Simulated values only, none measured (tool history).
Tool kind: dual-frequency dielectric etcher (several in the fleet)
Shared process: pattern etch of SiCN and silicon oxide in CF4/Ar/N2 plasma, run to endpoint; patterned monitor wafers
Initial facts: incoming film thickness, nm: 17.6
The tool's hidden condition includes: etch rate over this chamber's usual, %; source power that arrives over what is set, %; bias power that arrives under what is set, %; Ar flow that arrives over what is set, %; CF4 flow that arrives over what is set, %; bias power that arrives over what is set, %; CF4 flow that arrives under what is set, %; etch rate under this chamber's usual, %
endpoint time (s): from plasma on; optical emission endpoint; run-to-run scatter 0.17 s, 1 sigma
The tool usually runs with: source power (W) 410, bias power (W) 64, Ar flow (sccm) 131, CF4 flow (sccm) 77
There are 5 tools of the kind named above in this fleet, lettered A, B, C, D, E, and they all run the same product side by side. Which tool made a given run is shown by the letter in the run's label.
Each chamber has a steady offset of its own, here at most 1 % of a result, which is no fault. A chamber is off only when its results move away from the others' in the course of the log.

| run | hour | source power (W) | bias power (W) | Ar flow (sccm) | CF4 flow (sccm) | hours since the last wet clean | hours since the last source power generator calibration | hours since the last bias power generator calibration | hours since the last Ar flow controller change | hours since the last CF4 flow controller change | endpoint time (s) |
|---|---|---|---|---|---|---|---|---|---|---|---|
| 1A | 5.6 | 410 | 64 | 131 | 77 | 277.8 | 1389.1 | 1231.3 | 504.6 | 2753 | 23.448 |
| 2C | 12.3 | 410 | 64 | 131 | 77 | 342.8 | 4902.4 | 98.1 | 1594.5 | 1586.6 | 23.46 |
| 3E | 18.6 | 410 | 64 | 131 | 77 | 478.3 | 1562.8 | 769.9 | 1487.6 | 1502.3 | 23.806 |
| 4B | 26.2 | 410 | 64 | 131 | 77 | 33 | 4643.1 | 1498.1 | 5233.6 | 3709.6 | 23.497 |
| 5D | 32.7 | 410 | 64 | 116 | 77 | 125.2 | 1695 | 1337 | 3213 | 135.6 | 23.232 |
| 6A | 38.6 | 410 | 64 | 116 | 77 | 310.8 | 1422.1 | 1264.3 | 537.6 | 2786 | 23.061 |
| 7D | 45.7 | 410 | 64 | 116 | 77 | 138.2 | 1708 | 1350 | 3226 | 148.6 | 23.273 |
| 8C | 51.3 | 410 | 64 | 116 | 77 | 381.8 | 4941.4 | 137.1 | 1633.5 | 1625.6 | 22.997 |
| 9B | 58.7 | 410 | 64 | 116 | 77 | 65.5 | 4675.6 | 1530.6 | 5266.1 | 3742.1 | 23.007 |
| 10E | 65.8 | 410 | 64 | 131 | 77 | 525.5 | 1610 | 817.1 | 1534.8 | 1549.5 | 24.051 |
|  | 71.9 | chamber C: source power generator calibrated |
| 11D | 72.2 | 410 | 64 | 131 | 77 | 164.7 | 1734.5 | 1376.5 | 3252.5 | 175.1 | 23.679 |
| 12B | 77.2 | 410 | 64 | 131 | 77 | 84 | 4694.1 | 1549.1 | 5284.6 | 3760.6 | 23.769 |
| 13E | 84.3 | 410 | 64 | 131 | 77 | 544 | 1628.5 | 835.6 | 1553.3 | 1568 | 23.815 |
|  | 85.7 | chamber A: wet clean of the chamber |
| 14A | 91.8 | 330 | 64 | 131 | 62 | 6.2 | 1475.3 | 1317.5 | 590.8 | 2839.2 | 28.491 |
|  | 96.7 | chamber B: Ar flow controller replaced |
| 15C | 97 | 330 | 64 | 131 | 62 | 427.5 | 25.2 | 182.8 | 1679.2 | 1671.3 | 29.739 |
| 16B | 103.6 | 330 | 64 | 131 | 62 | 110.4 | 4720.5 | 1575.5 | 7 | 3787 | 29.722 |
| 17C | 113.7 | 330 | 64 | 131 | 62 | 444.2 | 41.9 | 199.5 | 1695.9 | 1688 | 29.048 |
| 18A | 122.2 | 330 | 64 | 131 | 62 | 36.6 | 1505.7 | 1347.9 | 621.2 | 2869.6 | 28.152 |
| 19D | 131.1 | 410 | 64 | 131 | 77 | 223.6 | 1793.4 | 1435.4 | 3311.4 | 234 | 23.46 |
| 20E | 140.8 | 460 | 64 | 131 | 77 | 600.5 | 1685 | 892.1 | 1609.8 | 1624.5 | 21.309 |
| 21C | 147.5 | 460 | 64 | 131 | 77 | 478 | 75.7 | 233.3 | 1729.7 | 1721.8 | 21.566 |
| 22B | 154.1 | 460 | 64 | 131 | 77 | 160.9 | 4771 | 1626 | 57.5 | 3837.5 | 21.107 |
| 23D | 159.6 | 460 | 64 | 131 | 77 | 252.1 | 1821.9 | 1463.9 | 3339.9 | 262.5 | 21.057 |
| 24E | 168.8 | 460 | 64 | 131 | 77 | 628.5 | 1713 | 920.1 | 1637.8 | 1652.5 | 21.541 |
| 25A | 176.8 | 410 | 73 | 121 | 77 | 91.2 | 1560.3 | 1402.5 | 675.8 | 2924.2 | 21.764 |
| 26C | 184 | 410 | 73 | 121 | 77 | 514.5 | 112.2 | 269.8 | 1766.2 | 1758.3 | 22.442 |
| 27E | 192 | 410 | 73 | 121 | 77 | 651.7 | 1736.2 | 943.3 | 1661 | 1675.7 | 22.553 |
|  | 196.6 | chamber E: wet clean of the chamber |
| 28B | 197.9 | 410 | 73 | 121 | 77 | 204.7 | 4814.8 | 1669.8 | 101.3 | 3881.3 | 22.321 |
| 29D | 207.6 | 410 | 73 | 121 | 77 | 300.1 | 1869.9 | 1511.9 | 3387.9 | 310.5 | 22.536 |
| 30A | 212.5 | 450 | 51 | 131 | 77 | 126.9 | 1596 | 1438.2 | 711.5 | 2959.9 | 22.375 |
| 31D | 218.4 | 450 | 51 | 131 | 77 | 310.9 | 1880.7 | 1522.7 | 3398.7 | 321.3 | 23.564 |
| 32A | 224.8 | 450 | 51 | 131 | 77 | 139.2 | 1608.3 | 1450.5 | 723.8 | 2972.2 | 22.705 |
| 33B | 230.9 | 450 | 51 | 131 | 77 | 237.7 | 4847.8 | 1702.8 | 134.3 | 3914.3 | 23.412 |
| 34E | 240 | 450 | 51 | 131 | 77 | 43.4 | 1784.2 | 991.3 | 1709 | 1723.7 | 23.555 |
| 35C | 247.8 | 410 | 64 | 131 | 77 | 578.3 | 176 | 333.6 | 1830 | 1822.1 | 23.782 |
| 36D | 254.8 | 410 | 64 | 131 | 77 | 347.3 | 1917.1 | 1559.1 | 3435.1 | 357.7 | 23.722 |
| 37B | 260.7 | 410 | 64 | 131 | 77 | 267.5 | 4877.6 | 1732.6 | 164.1 | 3944.1 | 23.861 |
| 38A | 267.7 | 410 | 64 | 131 | 77 | 182.1 | 1651.2 | 1493.4 | 766.7 | 3015.1 | 22.73 |
| 39C | 274.9 | 410 | 64 | 131 | 77 | 605.4 | 203.1 | 360.7 | 1857.1 | 1849.2 | 23.487 |

One chamber off, gauge drift, or nothing amiss beyond the chambers' own small offsets? If it is a chamber, which one, and what is the likeliest cause?

Chamber A has stood off from the others ever since a service on it.
Cause: etch rate over this chamber's usual, % = 4.06.

Chamber A could run next with any of the 4 candidate recipes listed below; each alters the usual settings, and their results appear as question marks. Which one brings its results back in line with what the other chambers deliver on the usual settings?
Counts as in line when no further than this from what the other chambers average on the usual settings: endpoint time (s) 0.59
| 40A-1 | 282.4 | 410 | 64 | 131 | 55 |  |  |  |  |  | ? |
| 40A-2 | 282.4 | 430 | 65 | 130 | 77 |  |  |  |  |  | ? |
| 40A-3 | 282.4 | 460 | 64 | 131 | 77 |  |  |  |  |  | ? |
| 40A-4 | 282.4 | 370 | 64 | 134 | 76 |  |  |  |  |  | ? |

On the usual settings, the other chambers give on average: endpoint time (s) 23.725
| run | endpoint time (s) |
|---|---|
| 40A-1 | 23.993 |
| 40A-2 | 21.617 |
| 40A-3 | 20.519 |
| 40A-4 | 24.928 |
With 40A-1, the chamber falls back in line with the rest.
